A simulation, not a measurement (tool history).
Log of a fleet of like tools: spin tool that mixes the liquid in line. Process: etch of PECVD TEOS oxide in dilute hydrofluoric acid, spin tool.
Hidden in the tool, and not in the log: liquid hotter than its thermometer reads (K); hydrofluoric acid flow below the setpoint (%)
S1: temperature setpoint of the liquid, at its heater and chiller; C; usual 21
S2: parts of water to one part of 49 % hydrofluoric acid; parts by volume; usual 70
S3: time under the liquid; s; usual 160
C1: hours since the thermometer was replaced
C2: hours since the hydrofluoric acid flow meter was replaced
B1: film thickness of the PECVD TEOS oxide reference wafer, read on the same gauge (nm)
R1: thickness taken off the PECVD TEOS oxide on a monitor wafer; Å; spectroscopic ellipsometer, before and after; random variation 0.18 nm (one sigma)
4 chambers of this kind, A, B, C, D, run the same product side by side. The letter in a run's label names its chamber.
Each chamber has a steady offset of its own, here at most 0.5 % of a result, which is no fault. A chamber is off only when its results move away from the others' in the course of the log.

run     day  S1  S2   S3      C1     C2      B1      R1
 1A   0.312  21  70  160   266.9  194.2  139.99  218.72
 2B   0.750  21  70  160  1532.6  127.8  140.01  220.73
 3D   1.112  21  70  160   324.3  654.8  140.01  217.99
 4C   1.512  21  70  160  2015.7  335.0  139.98  219.88
 5B   1.888  21  70  160  1559.9  155.1  140.01  216.08
 6A   2.200  21  70  160   312.2  239.5  140.02  218.31
 7C   2.467  21  95  160  2038.6  357.9  139.97  156.97
 8D   2.788  21  95  160   364.5  695.0  139.99  159.87
 9B   3.088  21  95  160  1588.7  183.9  139.98  156.10
10C   3.533  21  95  160  2064.2  383.5  139.96  157.09
      3.917  -- chamber C: thermometer replaced
11A   4.000  21  70  160   355.4  282.7  139.93  219.83
12D   4.296  21  70  160   400.7  731.2  140.00  224.06
13B   4.538  21  85  225  1623.5  218.7  140.01  244.25
14D   4.967  21  85  225   416.8  747.3  140.02  251.94
15C   5.233  21  85  225    31.6  424.3  139.98  245.40
16A   5.517  21  85  225   391.8  319.1  140.00  244.32
17D   5.729  21  70  160   435.1  765.6  139.97  222.90
18A   6.071  21  70  160   405.1  332.4  140.01  217.82
19B   6.388  21  70  160  1667.9  263.1  139.97  218.79
20C   6.721  21  70  160    67.3  460.0  140.00  218.72
      6.896  -- chamber C: hydrofluoric acid flow meter replaced
      6.967  -- chamber D: hydrofluoric acid flow meter replaced
21C   7.046  21  50  125    75.1    3.6  140.00  245.33
22B   7.433  21  50  125  1693.0  288.2  140.00  243.25
23A   7.662  21  50  125   443.3  370.6  140.01  238.35
24D   8.008  21  50  125   489.8   25.0  140.00  254.91
25A   8.346  21  70  160   459.7  387.0  140.01  215.12
26B   8.629  21  70  160  1721.7  316.9  140.00  216.44
27C   8.983  21  70  160   121.6   50.1  140.03  219.62
28D   9.212  21  70  160   518.7   53.9  140.03  231.25
29A   9.604  21  70  160   489.9  417.2  139.98  216.59
30B  10.004  21  70  160  1754.7  349.9  140.00  217.37
31C  10.375  21  70  160   155.0   83.5  140.00  218.29
32D  10.783  21  70  160   556.4   91.6  140.01  235.20
33D  11.050  21  70  160   562.8   98.0  139.97  234.88
34C  11.308  21  70  160   177.4  105.9  140.06  217.73

Next, every chamber runs the same settings. What will each give?
35A  11.654  21  80  160               ?
35B  11.654  21  80  160               ?
35C  11.654  21  80  160               ?
35D  11.654  21  80  160               ?

run      R1
35A  189.28
35B  190.65
35C  187.54
35D  204.36

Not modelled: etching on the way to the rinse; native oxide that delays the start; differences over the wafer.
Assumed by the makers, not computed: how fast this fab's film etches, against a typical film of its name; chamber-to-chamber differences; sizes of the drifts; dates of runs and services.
